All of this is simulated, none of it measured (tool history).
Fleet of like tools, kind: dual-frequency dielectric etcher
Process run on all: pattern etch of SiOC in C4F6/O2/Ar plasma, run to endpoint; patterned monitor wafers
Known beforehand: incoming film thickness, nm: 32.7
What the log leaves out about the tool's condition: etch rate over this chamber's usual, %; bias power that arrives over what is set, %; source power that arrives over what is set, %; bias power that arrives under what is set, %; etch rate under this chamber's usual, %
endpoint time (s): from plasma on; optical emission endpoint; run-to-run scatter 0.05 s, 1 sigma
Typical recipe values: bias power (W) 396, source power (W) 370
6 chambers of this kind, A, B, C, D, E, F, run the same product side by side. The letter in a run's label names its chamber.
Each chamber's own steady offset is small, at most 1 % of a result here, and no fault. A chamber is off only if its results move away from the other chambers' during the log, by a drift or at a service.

run	hour	bias power (W)	source power (W)	hours since the last wet clean	hours since the last bias power generator calibration	hours since the last source power generator calibration	endpoint time (s)
# hour 1.6: chamber F: source power generator calibrated
1E	10.3	396	370	492.4	200.8	361.0	12.448
2F	19.1	396	370	228.1	4173.0	17.5	12.203
3A	27.7	396	370	262.0	2480.7	1360.9	12.271
4D	35.8	396	370	368.8	1649.5	1517.1	12.189
5B	42.1	396	370	364.3	1065.2	911.2	12.520
6C	49.9	396	370	466.1	627.3	292.6	12.368
# hour 52.5: chamber E: wet clean of the chamber
7F	55.8	396	370	264.8	4209.7	54.2	12.199
8B	64.8	396	370	387.0	1087.9	933.9	12.373
9C	71.5	396	370	487.7	648.9	314.2	12.356
# hour 78.6: chamber D: wet clean of the chamber
10E	80.2	396	370	27.7	270.7	430.9	12.305
# hour 86.7: chamber B: wet clean of the chamber
11D	92.3	396	370	13.7	1706.0	1573.6	12.203
# hour 99.7: chamber C: wet clean of the chamber
12A	100.6	396	370	334.9	2553.6	1433.8	12.354
13A	106.9	438	420	341.2	2559.9	1440.1	11.345
14D	118.5	438	420	39.9	1732.2	1599.8	11.335
15F	129.0	438	420	338.0	4282.9	127.4	11.275
16B	136.9	438	420	50.2	1160.0	1006.0	11.440
17E	142.6	438	420	90.1	333.1	493.3	11.393
18C	151.2	438	420	51.6	728.6	393.9	11.795
19B	160.0	396	370	73.3	1183.1	1029.1	12.371
20D	167.9	396	370	89.3	1781.6	1649.2	12.322
21E	178.2	396	370	125.7	368.7	528.9	12.519
22F	186.7	484	370	395.7	4340.6	185.1	11.374
23A	193.0	484	370	427.3	2646.0	1526.2	11.588
24C	199.6	484	370	100.0	777.0	442.3	12.016
# hour 205.8: chamber A: wet clean of the chamber
25E	206.9	484	370	154.4	397.4	557.6	11.513
26C	217.0	484	370	117.4	794.4	459.7	12.053
27F	229.6	484	370	438.6	4383.5	228.0	11.447
28A	239.2	396	370	33.5	2692.2	1572.4	12.345
29B	247.9	396	370	161.2	1271.0	1117.0	12.529
30D	258.4	396	370	179.8	1872.1	1739.7	12.171
31B	268.0	396	370	181.3	1291.1	1137.1	12.500
32C	280.8	396	370	181.2	858.2	523.5	12.940
33F	288.0	396	370	497.0	4441.9	286.4	12.276
34D	297.2	427	370	218.6	1910.9	1778.5	12.052
35A	303.8	427	370	98.1	2756.8	1637.0	12.008
36E	314.9	427	370	262.4	505.4	665.6	12.070
37A	322.2	427	370	116.5	2775.2	1655.4	11.956
38D	328.4	427	370	249.8	1942.1	1809.7	11.871

Has any chamber moved away from the others, gradually or after a service, or does the common gauge drift, or do the chambers differ only by their own small steady offsets? State the chamber and the most likely cause if one applies.

Chamber C has stood off from the others ever since a service on it.
Cause: etch rate under this chamber's usual, % = 4.43.

Below are 4 candidate recipes for chamber C's next run, each the usual settings with a change, their results shown as question marks. Which of them brings C's results back in line with what the other chambers give on the usual settings?
To be in line, a result may differ from the other chambers' mean on the usual settings by at most: endpoint time (s) 0.180
39C-1	337.6	441	410				?
39C-2	337.6	421	390				?
39C-3	337.6	351	330				?
39C-4	337.6	396	330				?

Usual-settings mean across the other chambers: endpoint time (s) 12.348
run	endpoint time (s)
39C-1	11.946
39C-2	12.373
39C-3	14.037
39C-4	13.448
The right change is 39C-2: it brings the chamber back within the allowed miss of the others.

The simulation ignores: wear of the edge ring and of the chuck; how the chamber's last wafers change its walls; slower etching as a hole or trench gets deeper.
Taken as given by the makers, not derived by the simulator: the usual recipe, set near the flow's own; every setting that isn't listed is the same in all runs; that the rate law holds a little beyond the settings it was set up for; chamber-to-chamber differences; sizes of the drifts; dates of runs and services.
